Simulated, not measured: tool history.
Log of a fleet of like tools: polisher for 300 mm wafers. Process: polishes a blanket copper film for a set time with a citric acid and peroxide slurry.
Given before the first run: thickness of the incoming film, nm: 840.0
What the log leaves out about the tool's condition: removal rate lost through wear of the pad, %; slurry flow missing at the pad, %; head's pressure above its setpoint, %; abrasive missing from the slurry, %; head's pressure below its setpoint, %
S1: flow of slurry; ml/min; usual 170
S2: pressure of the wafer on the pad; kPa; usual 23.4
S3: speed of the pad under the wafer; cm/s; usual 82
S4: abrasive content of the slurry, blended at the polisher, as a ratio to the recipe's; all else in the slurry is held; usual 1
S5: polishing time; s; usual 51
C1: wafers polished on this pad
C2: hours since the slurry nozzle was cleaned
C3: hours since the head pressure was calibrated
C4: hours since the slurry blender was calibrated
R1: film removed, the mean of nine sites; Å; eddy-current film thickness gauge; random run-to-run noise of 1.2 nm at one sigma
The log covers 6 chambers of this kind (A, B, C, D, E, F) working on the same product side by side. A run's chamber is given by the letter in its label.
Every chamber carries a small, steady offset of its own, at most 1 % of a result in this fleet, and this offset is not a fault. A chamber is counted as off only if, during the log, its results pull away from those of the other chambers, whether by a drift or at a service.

{"hour": 1.8, "done": "chamber C: slurry blender recalibrated"}
{"run": "1E", "hour": 7.1, "S1": 170, "S2": 23.4, "S3": 82, "S4": 1, "S5": 51, "C1": 1053, "C2": 185.7, "C3": 22.2, "C4": 115.4, "R1": 1039.1}
{"hour": 9.9, "done": "chamber D: head pressure recalibrated"}
{"run": "2B", "hour": 18.0, "S1": 170, "S2": 23.4, "S3": 82, "S4": 1, "S5": 51, "C1": 1312, "C2": 182.5, "C3": 1126.3, "C4": 129.3, "R1": 1001.5}
{"hour": 27.7, "done": "chamber B: worn pad replaced by a new one"}
{"run": "3C", "hour": 28.7, "S1": 170, "S2": 23.4, "S3": 82, "S4": 1, "S5": 51, "C1": 580, "C2": 426.1, "C3": 191.4, "C4": 27, "R1": 1015.1}
{"hour": 34.1, "done": "chamber E: worn pad replaced by a new one"}
{"run": "4A", "hour": 40.5, "S1": 170, "S2": 23.4, "S3": 82, "S4": 1, "S5": 51, "C1": 1349, "C2": 263.5, "C3": 66.6, "C4": 77.3, "R1": 1029.9}
{"hour": 40.9, "done": "chamber A: worn pad replaced by a new one"}
{"hour": 44.7, "done": "chamber F: worn pad replaced by a new one"}
{"run": "5D", "hour": 48.8, "S1": 170, "S2": 23.4, "S3": 102, "S4": 1, "S5": 60, "C1": 952, "C2": 133.2, "C3": 38.9, "C4": 262.8, "R1": 1481.3}
{"run": "6F", "hour": 55.5, "S1": 170, "S2": 23.4, "S3": 102, "S4": 1, "S5": 60, "C1": 168, "C2": 563.2, "C3": 130.2, "C4": 412.6, "R1": 1489.1}
{"run": "7F", "hour": 63.9, "S1": 170, "S2": 23.4, "S3": 102, "S4": 1, "S5": 60, "C1": 298, "C2": 571.6, "C3": 138.6, "C4": 421, "R1": 1539.1}
{"hour": 69.0, "done": "chamber E: slurry nozzle cleaned"}
{"hour": 71.4, "done": "chamber F: slurry blender recalibrated"}
{"run": "8E", "hour": 76.8, "S1": 170, "S2": 23.4, "S3": 102, "S4": 1, "S5": 60, "C1": 663, "C2": 7.8, "C3": 91.9, "C4": 185.1, "R1": 1481}
{"hour": 78.0, "done": "chamber C: worn pad replaced by a new one"}
{"hour": 87.4, "done": "chamber A: slurry nozzle cleaned"}
{"run": "9D", "hour": 89.4, "S1": 170, "S2": 23.4, "S3": 102, "S4": 1, "S5": 60, "C1": 1581, "C2": 173.8, "C3": 79.5, "C4": 303.4, "R1": 1518.8}
{"hour": 92.6, "done": "chamber C: slurry nozzle cleaned"}
{"hour": 95.8, "done": "chamber D: worn pad replaced by a new one"}
{"run": "10A", "hour": 96.3, "S1": 170, "S2": 23.4, "S3": 102, "S4": 1, "S5": 60, "C1": 859, "C2": 8.9, "C3": 122.4, "C4": 133.1, "R1": 1475.9}
{"hour": 100.9, "done": "chamber A: slurry blender recalibrated"}
{"hour": 105.8, "done": "chamber B: worn pad replaced by a new one"}
{"hour": 107.1, "done": "chamber B: slurry nozzle cleaned"}
{"run": "11C", "hour": 108.5, "S1": 170, "S2": 23.4, "S3": 82, "S4": 1, "S5": 51, "C1": 474, "C2": 16, "C3": 271.2, "C4": 106.8, "R1": 1001.6}
{"hour": 109.1, "done": "chamber E: worn pad replaced by a new one"}
{"run": "12B", "hour": 119.4, "S1": 170, "S2": 23.4, "S3": 82, "S4": 1, "S5": 51, "C1": 211, "C2": 12.3, "C3": 1227.7, "C4": 230.7, "R1": 999.1}
{"hour": 120.9, "done": "chamber A: worn pad replaced by a new one"}
{"hour": 125.9, "done": "chamber F: worn pad replaced by a new one"}
{"run": "13C", "hour": 131.8, "S1": 170, "S2": 23.4, "S3": 82, "S4": 1, "S5": 51, "C1": 835, "C2": 39.3, "C3": 294.5, "C4": 130.1, "R1": 1026.9}
{"run": "14A", "hour": 139.0, "S1": 170, "S2": 23.4, "S3": 82, "S4": 1, "S5": 51, "C1": 282, "C2": 51.6, "C3": 165.1, "C4": 38.2, "R1": 1026.3}
{"hour": 145.3, "done": "chamber D: slurry blender recalibrated"}
{"run": "15F", "hour": 149.5, "S1": 170, "S2": 23.4, "S3": 82, "S4": 1, "S5": 51, "C1": 366, "C2": 657.2, "C3": 224.2, "C4": 78.2, "R1": 1045.6}
{"hour": 151.0, "done": "chamber C: worn pad replaced by a new one"}
{"run": "16E", "hour": 159.2, "S1": 205, "S2": 20.7, "S3": 82, "S4": 1, "S5": 51, "C1": 777, "C2": 90.2, "C3": 174.3, "C4": 267.5, "R1": 922.89}
{"run": "17B", "hour": 171.8, "S1": 205, "S2": 20.7, "S3": 82, "S4": 1, "S5": 51, "C1": 1024, "C2": 64.7, "C3": 1280.1, "C4": 283.1, "R1": 911.55}
{"hour": 172.2, "done": "chamber B: slurry blender recalibrated"}
{"hour": 173.9, "done": "chamber E: slurry blender recalibrated"}
{"hour": 179.6, "done": "chamber D: worn pad replaced by a new one"}
{"hour": 182.4, "done": "chamber B: worn pad replaced by a new one"}
{"run": "18D", "hour": 184.0, "S1": 205, "S2": 20.7, "S3": 82, "S4": 1, "S5": 51, "C1": 69, "C2": 268.4, "C3": 174.1, "C4": 38.8, "R1": 935.22}
{"run": "19C", "hour": 192.3, "S1": 205, "S2": 20.7, "S3": 82, "S4": 1, "S5": 51, "C1": 641, "C2": 99.8, "C3": 355, "C4": 190.6, "R1": 901.01}
{"hour": 194.9, "done": "chamber E: worn pad replaced by a new one"}
{"hour": 200.8, "done": "chamber A: worn pad replaced by a new one"}
{"run": "20F", "hour": 203.2, "S1": 205, "S2": 20.7, "S3": 82, "S4": 1, "S5": 51, "C1": 1198, "C2": 710.9, "C3": 277.9, "C4": 131.9, "R1": 930.31}
{"hour": 208.2, "done": "chamber A: slurry blender recalibrated"}
{"run": "21B", "hour": 215.6, "S1": 205, "S2": 20.7, "S3": 82, "S4": 1, "S5": 51, "C1": 515, "C2": 108.5, "C3": 1323.9, "C4": 43.5, "R1": 913.2}
{"hour": 219.6, "done": "chamber F: worn pad replaced by a new one"}
{"run": "22D", "hour": 223.4, "S1": 170, "S2": 23.4, "S3": 82, "S4": 1, "S5": 51, "C1": 680, "C2": 307.8, "C3": 213.5, "C4": 78.2, "R1": 1025.4}
{"run": "23E", "hour": 231.8, "S1": 170, "S2": 23.4, "S3": 82, "S4": 1, "S5": 51, "C1": 572, "C2": 162.8, "C3": 246.9, "C4": 58, "R1": 1023}
{"run": "24A", "hour": 239.2, "S1": 170, "S2": 23.4, "S3": 82, "S4": 1, "S5": 51, "C1": 596, "C2": 151.8, "C3": 265.3, "C4": 31.1, "R1": 1011.8}
{"hour": 241.0, "done": "chamber F: slurry nozzle cleaned"}
{"hour": 243.2, "done": "chamber C: worn pad replaced by a new one"}
{"hour": 243.6, "done": "chamber B: head pressure recalibrated"}
{"run": "25B", "hour": 248.9, "S1": 170, "S2": 23.4, "S3": 82, "S4": 1, "S5": 51, "C1": 1031, "C2": 141.8, "C3": 5.3, "C4": 76.8, "R1": 889.12}
{"run": "26D", "hour": 257.5, "S1": 170, "S2": 23.4, "S3": 82, "S4": 1, "S5": 51, "C1": 1209, "C2": 341.9, "C3": 247.6, "C4": 112.3, "R1": 1028}
{"hour": 262.1, "done": "chamber B: worn pad replaced by a new one"}
{"run": "27C", "hour": 265.8, "S1": 170, "S2": 23.4, "S3": 82, "S4": 1, "S5": 51, "C1": 351, "C2": 173.3, "C3": 428.5, "C4": 264.1, "R1": 1028.4}
{"hour": 270.1, "done": "chamber E: worn pad replaced by a new one"}
{"run": "28A", "hour": 271.6, "S1": 170, "S2": 23.4, "S3": 82, "S4": 1, "S5": 51, "C1": 1098, "C2": 184.2, "C3": 297.7, "C4": 63.5, "R1": 1019.3}
{"run": "29F", "hour": 280.9, "S1": 170, "S2": 23.4, "S3": 82, "S4": 1, "S5": 51, "C1": 951, "C2": 39.9, "C3": 355.6, "C4": 209.6, "R1": 1030.4}
{"hour": 288.2, "done": "chamber D: worn pad replaced by a new one"}
{"run": "30E", "hour": 289.2, "S1": 170, "S2": 23.4, "S3": 82, "S4": 1, "S5": 51, "C1": 296, "C2": 220.2, "C3": 304.3, "C4": 115.4, "R1": 1035.6}
{"hour": 291.2, "done": "chamber A: worn pad replaced by a new one"}
{"run": "31F", "hour": 300.7, "S1": 170, "S2": 23.4, "S3": 82, "S4": 1, "S5": 51, "C1": 1258, "C2": 59.7, "C3": 375.4, "C4": 229.4, "R1": 1022.5}
{"hour": 310.8, "done": "chamber F: worn pad replaced by a new one"}
{"run": "32B", "hour": 312.1, "S1": 170, "S2": 28.3, "S3": 82, "S4": 1.25, "S5": 51, "C1": 775, "C2": 205, "C3": 68.5, "C4": 140, "R1": 1142.4}
{"run": "33D", "hour": 324.7, "S1": 170, "S2": 28.3, "S3": 82, "S4": 1.25, "S5": 51, "C1": 566, "C2": 409.1, "C3": 314.8, "C4": 179.5, "R1": 1299.5}
{"hour": 331.6, "done": "chamber C: worn pad replaced by a new one"}
{"run": "34C", "hour": 331.9, "S1": 170, "S2": 28.3, "S3": 82, "S4": 1.25, "S5": 51, "C1": 5, "C2": 239.4, "C3": 494.6, "C4": 330.2, "R1": 1271.3}
{"hour": 334.1, "done": "chamber B: worn pad replaced by a new one"}
{"run": "35E", "hour": 338.5, "S1": 170, "S2": 28.3, "S3": 82, "S4": 1.25, "S5": 51, "C1": 1060, "C2": 269.5, "C3": 353.6, "C4": 164.7, "R1": 1276.2}
{"run": "36A", "hour": 344.5, "S1": 170, "S2": 28.3, "S3": 82, "S4": 1.25, "S5": 51, "C1": 826, "C2": 257.1, "C3": 370.6, "C4": 136.4, "R1": 1279.5}
{"hour": 347.1, "done": "chamber A: slurry blender recalibrated"}
{"run": "37A", "hour": 351.0, "S1": 170, "S2": 28.3, "S3": 82, "S4": 1.25, "S5": 51, "C1": 927, "C2": 263.6, "C3": 377.1, "C4": 4, "R1": 1298.5}
{"hour": 356.2, "done": "chamber E: worn pad replaced by a new one"}
{"hour": 356.4, "done": "chamber E: slurry nozzle cleaned"}
{"run": "38E", "hour": 358.7, "S1": 170, "S2": 23.4, "S3": 82, "S4": 1, "S5": 51, "C1": 39, "C2": 2.3, "C3": 373.8, "C4": 184.9, "R1": 1003.5}
{"run": "39F", "hour": 367.8, "S1": 170, "S2": 23.4, "S3": 82, "S4": 1, "S5": 51, "C1": 884, "C2": 126.8, "C3": 442.5, "C4": 296.5, "R1": 1009.4}
{"hour": 370.6, "done": "chamber D: worn pad replaced by a new one"}
{"run": "40C", "hour": 377.5, "S1": 170, "S2": 23.4, "S3": 82, "S4": 1, "S5": 51, "C1": 712, "C2": 285, "C3": 540.2, "C4": 375.8, "R1": 1030.4}
{"hour": 377.7, "done": "chamber D: head pressure recalibrated"}
{"hour": 382.0, "done": "chamber B: slurry nozzle cleaned"}
{"run": "41B", "hour": 387.8, "S1": 170, "S2": 23.4, "S3": 82, "S4": 1, "S5": 51, "C1": 833, "C2": 5.8, "C3": 144.2, "C4": 215.7, "R1": 893.72}
{"hour": 389.1, "done": "chamber D: slurry nozzle cleaned"}
{"run": "42D", "hour": 398.4, "S1": 170, "S2": 23.4, "S3": 82, "S4": 1, "S5": 51, "C1": 431, "C2": 9.3, "C3": 20.7, "C4": 253.2, "R1": 1017.7}
{"hour": 402.4, "done": "chamber C: worn pad replaced by a new one"}
{"hour": 408.3, "done": "chamber C: slurry blender recalibrated"}
{"run": "43C", "hour": 410.9, "S1": 170, "S2": 23.4, "S3": 82, "S4": 1, "S5": 51, "C1": 132, "C2": 318.4, "C3": 573.6, "C4": 2.6, "R1": 1022.6}

Each of the 6 chambers runs these same settings next. Fill in every chamber's results:
{"run": "44A", "hour": 420.1, "S1": 170, "S2": 23.4, "S3": 82, "S4": 1, "S5": 51, "R1": "?"}
{"run": "44B", "hour": 420.1, "S1": 170, "S2": 23.4, "S3": 82, "S4": 1, "S5": 51, "R1": "?"}
{"run": "44C", "hour": 420.1, "S1": 170, "S2": 23.4, "S3": 82, "S4": 1, "S5": 51, "R1": "?"}
{"run": "44D", "hour": 420.1, "S1": 170, "S2": 23.4, "S3": 82, "S4": 1, "S5": 51, "R1": "?"}
{"run": "44E", "hour": 420.1, "S1": 170, "S2": 23.4, "S3": 82, "S4": 1, "S5": 51, "R1": "?"}
{"run": "44F", "hour": 420.1, "S1": 170, "S2": 23.4, "S3": 82, "S4": 1, "S5": 51, "R1": "?"}

run=44A R1=1018.6
run=44B R1=913.88
run=44C R1=1033.8
run=44D R1=1056.3
run=44E R1=1022.7
run=44F R1=1024.1
